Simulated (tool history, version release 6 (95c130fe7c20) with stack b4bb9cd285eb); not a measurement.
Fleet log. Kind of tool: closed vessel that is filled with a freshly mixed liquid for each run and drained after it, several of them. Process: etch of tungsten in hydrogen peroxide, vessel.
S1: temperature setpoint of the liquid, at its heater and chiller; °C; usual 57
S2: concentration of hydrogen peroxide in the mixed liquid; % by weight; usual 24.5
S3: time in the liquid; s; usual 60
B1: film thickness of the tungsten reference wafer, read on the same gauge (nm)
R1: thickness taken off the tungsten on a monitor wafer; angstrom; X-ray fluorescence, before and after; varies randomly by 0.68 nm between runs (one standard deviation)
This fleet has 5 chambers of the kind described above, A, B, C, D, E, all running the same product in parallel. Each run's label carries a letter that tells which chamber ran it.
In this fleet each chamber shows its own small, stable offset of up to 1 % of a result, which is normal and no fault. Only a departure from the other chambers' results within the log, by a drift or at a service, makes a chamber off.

Run 1E, day 0.333: usual settings; B1 40.009. Result: R1 886.01 angstrom.
Run 2C, day 0.542: usual settings; B1 40.011. Result: R1 895.11 angstrom.
Run 3A, day 0.733: usual settings; B1 39.998. Result: R1 879.12 angstrom.
Run 4D, day 0.954: usual settings; B1 39.994. Result: R1 900.26 angstrom.
Run 5B, day 1.3: usual settings; B1 39.988. Result: R1 898.61 angstrom.
Run 6C, day 1.471: usual settings; B1 40.001. Result: R1 905.66 angstrom.
Run 7D, day 1.671: usual settings; B1 40.021. Result: R1 896.54 angstrom.
Run 8B, day 1.954: usual settings; B1 39.996. Result: R1 906.28 angstrom.
Run 9A, day 2.304: usual settings but S3 35 s; B1 39.995. Result: R1 513.88 angstrom.
At day 2.429: chamber B: new drum of peroxide connected.
Run 10E, day 2.633: usual settings but S3 35 s; B1 39.986. Result: R1 520.19 angstrom.
Run 11D, day 2.975: usual settings but S3 35 s; B1 39.978. Result: R1 522.03 angstrom.
Run 12C, day 3.175: usual settings but S3 35 s; B1 40.002. Result: R1 520.7 angstrom.
Run 13B, day 3.342: usual settings but S3 35 s; B1 39.99. Result: R1 527.04 angstrom.
Run 14E, day 3.529: usual settings; B1 40.008. Result: R1 883.12 angstrom.
Run 15A, day 3.875: usual settings; B1 39.998. Result: R1 878.36 angstrom.
Run 16C, day 4.054: usual settings but S3 30 s; B1 40.012. Result: R1 444.95 angstrom.
Run 17E, day 4.283: usual settings but S3 30 s; B1 39.995. Result: R1 440.98 angstrom.
Run 18A, day 4.546: usual settings but S3 30 s; B1 40.004. Result: R1 446.69 angstrom.
At day 4.692: chamber A: peroxide flow meter replaced.
Run 19B, day 4.712: usual settings but S3 30 s; B1 40.011. Result: R1 449.95 angstrom.
Run 20D, day 5.033: usual settings but S3 30 s; B1 39.992. Result: R1 460.01 angstrom.
Run 21C, day 5.238: usual settings; B1 40.011. Result: R1 890.42 angstrom.
Run 22A, day 5.504: usual settings but S1 66 °C; B1 40. Result: R1 1481.2 angstrom.
Run 23D, day 5.825: usual settings but S1 66 °C; B1 39.995. Result: R1 1552.7 angstrom.
Run 24B, day 6.179: usual settings but S1 66 °C; B1 39.983. Result: R1 1491.8 angstrom.
Run 25E, day 6.342: usual settings but S1 66 °C; B1 40.003. Result: R1 1468.2 angstrom.
Run 26B, day 6.692: usual settings but S1 66 °C; B1 40.01. Result: R1 1488.5 angstrom.
Run 27E, day 7: usual settings; B1 39.985. Result: R1 884.08 angstrom.
Run 28C, day 7.175: usual settings; B1 39.993. Result: R1 888.33 angstrom.
Run 29D, day 7.475: usual settings but S1 62 °C, S3 30 s; B1 39.995. Result: R1 622.45 angstrom.
Run 30A, day 7.817: usual settings but S1 62 °C, S3 30 s; B1 39.991. Result: R1 587.79 angstrom.
Run 31D, day 8.038: usual settings but S1 62 °C, S3 30 s; B1 40.024. Result: R1 637.74 angstrom.
Run 32B, day 8.208: usual settings but S1 62 °C, S3 30 s; B1 40.001. Result: R1 606.9 angstrom.
Run 33A, day 8.438: usual settings but S1 62 °C, S3 30 s; B1 40.023. Result: R1 593.67 angstrom.
Run 34E, day 8.738: usual settings; B1 39.984. Result: R1 880.8 angstrom.
Run 35C, day 9.054: usual settings; B1 40.009. Result: R1 874.69 angstrom.

For the next run the whole fleet of 5 chambers uses the same settings. Give each chamber's results:
Run 36A, day 9.312: usual settings. Result: R1 ?.
Run 36B, day 9.312: usual settings. Result: R1 ?.
Run 36C, day 9.312: usual settings. Result: R1 ?.
Run 36D, day 9.312: usual settings. Result: R1 ?.
Run 36E, day 9.312: usual settings. Result: R1 ?.

run      R1
36A  883.42
36B   901.3
36C   895.9
36D  983.39
36E  894.83
